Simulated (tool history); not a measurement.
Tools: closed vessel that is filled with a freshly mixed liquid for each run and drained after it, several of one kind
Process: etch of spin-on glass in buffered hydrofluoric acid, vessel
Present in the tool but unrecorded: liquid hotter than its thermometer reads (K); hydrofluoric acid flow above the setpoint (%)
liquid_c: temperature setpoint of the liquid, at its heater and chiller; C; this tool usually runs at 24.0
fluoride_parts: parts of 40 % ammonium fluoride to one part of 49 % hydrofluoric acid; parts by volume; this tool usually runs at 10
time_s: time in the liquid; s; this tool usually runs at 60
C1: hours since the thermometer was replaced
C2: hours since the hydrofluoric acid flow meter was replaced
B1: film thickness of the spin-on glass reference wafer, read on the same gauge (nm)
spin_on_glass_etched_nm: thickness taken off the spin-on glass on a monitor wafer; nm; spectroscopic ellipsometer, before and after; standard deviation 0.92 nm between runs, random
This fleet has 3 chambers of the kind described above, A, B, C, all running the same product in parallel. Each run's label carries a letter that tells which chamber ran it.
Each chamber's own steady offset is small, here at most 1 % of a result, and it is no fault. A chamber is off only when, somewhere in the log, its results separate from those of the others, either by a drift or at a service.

{"run": "1C", "hour": 11.4, "liquid_c": 24.0, "fluoride_parts": 10, "time_s": 60, "C1": 1265.6, "C2": 547.4, "B1": 109.99, "spin_on_glass_etched_nm": 200.77}
{"run": "2A", "hour": 22.9, "liquid_c": 24.0, "fluoride_parts": 10, "time_s": 60, "C1": 1104.6, "C2": 551.5, "B1": 109.98, "spin_on_glass_etched_nm": 198.22}
{"run": "3B", "hour": 36.2, "liquid_c": 24.0, "fluoride_parts": 10, "time_s": 60, "C1": 404.7, "C2": 1127.9, "B1": 110.01, "spin_on_glass_etched_nm": 198.29}
{"hour": 42.0, "done": "chamber C: hydrofluoric acid flow meter replaced"}
{"run": "4C", "hour": 49.5, "liquid_c": 24.0, "fluoride_parts": 10, "time_s": 60, "C1": 1303.7, "C2": 7.5, "B1": 110.01, "spin_on_glass_etched_nm": 200.53}
{"run": "5B", "hour": 64.2, "liquid_c": 24.0, "fluoride_parts": 10, "time_s": 60, "C1": 432.7, "C2": 1155.9, "B1": 110.02, "spin_on_glass_etched_nm": 199.17}
{"hour": 68.4, "done": "chamber C: thermometer replaced"}
{"run": "6A", "hour": 80.2, "liquid_c": 21.5, "fluoride_parts": 10, "time_s": 90, "C1": 1161.9, "C2": 608.8, "B1": 109.99, "spin_on_glass_etched_nm": 259.39}
{"run": "7B", "hour": 95.1, "liquid_c": 21.5, "fluoride_parts": 10, "time_s": 90, "C1": 463.6, "C2": 1186.8, "B1": 110.01, "spin_on_glass_etched_nm": 261.94}
{"run": "8C", "hour": 103.6, "liquid_c": 21.5, "fluoride_parts": 10, "time_s": 90, "C1": 35.2, "C2": 61.6, "B1": 109.97, "spin_on_glass_etched_nm": 261.05}
{"run": "9A", "hour": 113.2, "liquid_c": 24.0, "fluoride_parts": 10, "time_s": 60, "C1": 1194.9, "C2": 641.8, "B1": 110.0, "spin_on_glass_etched_nm": 201.55}
{"run": "10A", "hour": 127.2, "liquid_c": 24.0, "fluoride_parts": 10, "time_s": 60, "C1": 1208.9, "C2": 655.8, "B1": 109.98, "spin_on_glass_etched_nm": 199.33}
{"hour": 127.9, "done": "chamber B: thermometer replaced"}
{"run": "11B", "hour": 134.7, "liquid_c": 24.0, "fluoride_parts": 10, "time_s": 60, "C1": 6.9, "C2": 1226.4, "B1": 110.0, "spin_on_glass_etched_nm": 198.47}
{"run": "12C", "hour": 145.9, "liquid_c": 26.0, "fluoride_parts": 10, "time_s": 60, "C1": 77.5, "C2": 103.9, "B1": 110.03, "spin_on_glass_etched_nm": 220.89}
{"run": "13A", "hour": 158.7, "liquid_c": 26.0, "fluoride_parts": 10, "time_s": 60, "C1": 1240.4, "C2": 687.3, "B1": 110.03, "spin_on_glass_etched_nm": 222.42}
{"hour": 165.4, "done": "chamber B: hydrofluoric acid flow meter replaced"}
{"run": "14C", "hour": 166.9, "liquid_c": 26.0, "fluoride_parts": 10, "time_s": 60, "C1": 98.5, "C2": 124.9, "B1": 109.99, "spin_on_glass_etched_nm": 220.9}
{"run": "15B", "hour": 178.5, "liquid_c": 24.0, "fluoride_parts": 10, "time_s": 60, "C1": 50.7, "C2": 13.2, "B1": 110.0, "spin_on_glass_etched_nm": 198.16}
{"hour": 189.6, "done": "chamber A: thermometer replaced"}
{"run": "16B", "hour": 190.8, "liquid_c": 24.0, "fluoride_parts": 10, "time_s": 60, "C1": 63.0, "C2": 25.5, "B1": 110.02, "spin_on_glass_etched_nm": 198.54}
{"run": "17A", "hour": 198.7, "liquid_c": 22.0, "fluoride_parts": 7, "time_s": 60, "C1": 9.1, "C2": 727.3, "B1": 110.0, "spin_on_glass_etched_nm": 249.1}
{"run": "18C", "hour": 212.9, "liquid_c": 22.0, "fluoride_parts": 7, "time_s": 60, "C1": 144.5, "C2": 170.9, "B1": 110.02, "spin_on_glass_etched_nm": 253.22}
{"run": "19C", "hour": 227.8, "liquid_c": 22.0, "fluoride_parts": 7, "time_s": 60, "C1": 159.4, "C2": 185.8, "B1": 110.08, "spin_on_glass_etched_nm": 252.08}
{"run": "20A", "hour": 241.5, "liquid_c": 24.0, "fluoride_parts": 10, "time_s": 60, "C1": 51.9, "C2": 770.1, "B1": 110.02, "spin_on_glass_etched_nm": 199.41}
{"run": "21B", "hour": 255.8, "liquid_c": 24.0, "fluoride_parts": 10, "time_s": 60, "C1": 128.0, "C2": 90.5, "B1": 110.02, "spin_on_glass_etched_nm": 199.25}
{"run": "22B", "hour": 268.1, "liquid_c": 24.0, "fluoride_parts": 10, "time_s": 60, "C1": 140.3, "C2": 102.8, "B1": 110.0, "spin_on_glass_etched_nm": 197.79}
{"run": "23A", "hour": 277.8, "liquid_c": 24.0, "fluoride_parts": 10, "time_s": 60, "C1": 88.2, "C2": 806.4, "B1": 110.03, "spin_on_glass_etched_nm": 198.82}
{"run": "24C", "hour": 292.6, "liquid_c": 24.0, "fluoride_parts": 10, "time_s": 60, "C1": 224.2, "C2": 250.6, "B1": 109.97, "spin_on_glass_etched_nm": 200.4}
{"run": "25B", "hour": 301.8, "liquid_c": 24.0, "fluoride_parts": 10, "time_s": 60, "C1": 174.0, "C2": 136.5, "B1": 110.02, "spin_on_glass_etched_nm": 197.39}
{"run": "26A", "hour": 308.8, "liquid_c": 24.0, "fluoride_parts": 10, "time_s": 60, "C1": 119.2, "C2": 837.4, "B1": 110.04, "spin_on_glass_etched_nm": 199.95}
{"run": "27C", "hour": 324.2, "liquid_c": 24.0, "fluoride_parts": 10, "time_s": 60, "C1": 255.8, "C2": 282.2, "B1": 110.0, "spin_on_glass_etched_nm": 198.84}
{"run": "28C", "hour": 338.9, "liquid_c": 24.0, "fluoride_parts": 10, "time_s": 60, "C1": 270.5, "C2": 296.9, "B1": 109.99, "spin_on_glass_etched_nm": 198.1}
{"run": "29B", "hour": 350.4, "liquid_c": 24.0, "fluoride_parts": 10, "time_s": 60, "C1": 222.6, "C2": 185.1, "B1": 109.99, "spin_on_glass_etched_nm": 197.6}
{"run": "30A", "hour": 365.1, "liquid_c": 24.0, "fluoride_parts": 10, "time_s": 60, "C1": 175.5, "C2": 893.7, "B1": 110.01, "spin_on_glass_etched_nm": 200.93}
{"run": "31A", "hour": 374.5, "liquid_c": 24.0, "fluoride_parts": 10, "time_s": 60, "C1": 184.9, "C2": 903.1, "B1": 109.98, "spin_on_glass_etched_nm": 200.02}
{"run": "32B", "hour": 389.7, "liquid_c": 24.0, "fluoride_parts": 10, "time_s": 60, "C1": 261.9, "C2": 224.4, "B1": 109.98, "spin_on_glass_etched_nm": 197.56}
{"run": "33C", "hour": 404.6, "liquid_c": 24.0, "fluoride_parts": 10, "time_s": 60, "C1": 336.2, "C2": 362.6, "B1": 110.0, "spin_on_glass_etched_nm": 199.81}
{"run": "34A", "hour": 416.5, "liquid_c": 24.0, "fluoride_parts": 10, "time_s": 60, "C1": 226.9, "C2": 945.1, "B1": 109.92, "spin_on_glass_etched_nm": 199.19}
{"run": "35B", "hour": 429.1, "liquid_c": 24.0, "fluoride_parts": 10, "time_s": 60, "C1": 301.3, "C2": 263.8, "B1": 109.99, "spin_on_glass_etched_nm": 197.53}
{"run": "36C", "hour": 444.2, "liquid_c": 24.0, "fluoride_parts": 10, "time_s": 60, "C1": 375.8, "C2": 402.2, "B1": 110.03, "spin_on_glass_etched_nm": 199.11}
{"run": "37C", "hour": 451.8, "liquid_c": 24.0, "fluoride_parts": 10, "time_s": 60, "C1": 383.4, "C2": 409.8, "B1": 110.01, "spin_on_glass_etched_nm": 198.88}
{"run": "38A", "hour": 466.7, "liquid_c": 19.5, "fluoride_parts": 11, "time_s": 60, "C1": 277.1, "C2": 995.3, "B1": 109.98, "spin_on_glass_etched_nm": 141.43}
{"run": "39B", "hour": 481.8, "liquid_c": 19.5, "fluoride_parts": 11, "time_s": 60, "C1": 354.0, "C2": 316.5, "B1": 110.05, "spin_on_glass_etched_nm": 141.33}
{"run": "40B", "hour": 493.9, "liquid_c": 19.5, "fluoride_parts": 11, "time_s": 60, "C1": 366.1, "C2": 328.6, "B1": 110.0, "spin_on_glass_etched_nm": 141.74}
{"run": "41C", "hour": 509.2, "liquid_c": 24.0, "fluoride_parts": 10, "time_s": 60, "C1": 440.8, "C2": 467.2, "B1": 110.01, "spin_on_glass_etched_nm": 201.16}

Has any chamber moved away from the others, gradually or after a service, or does the common gauge drift, or do the chambers differ only by their own small steady offsets? State the chamber and the most likely cause if one applies.

Nothing is wrong: each chamber keeps only its own small, steady offset and the gauge holds still.

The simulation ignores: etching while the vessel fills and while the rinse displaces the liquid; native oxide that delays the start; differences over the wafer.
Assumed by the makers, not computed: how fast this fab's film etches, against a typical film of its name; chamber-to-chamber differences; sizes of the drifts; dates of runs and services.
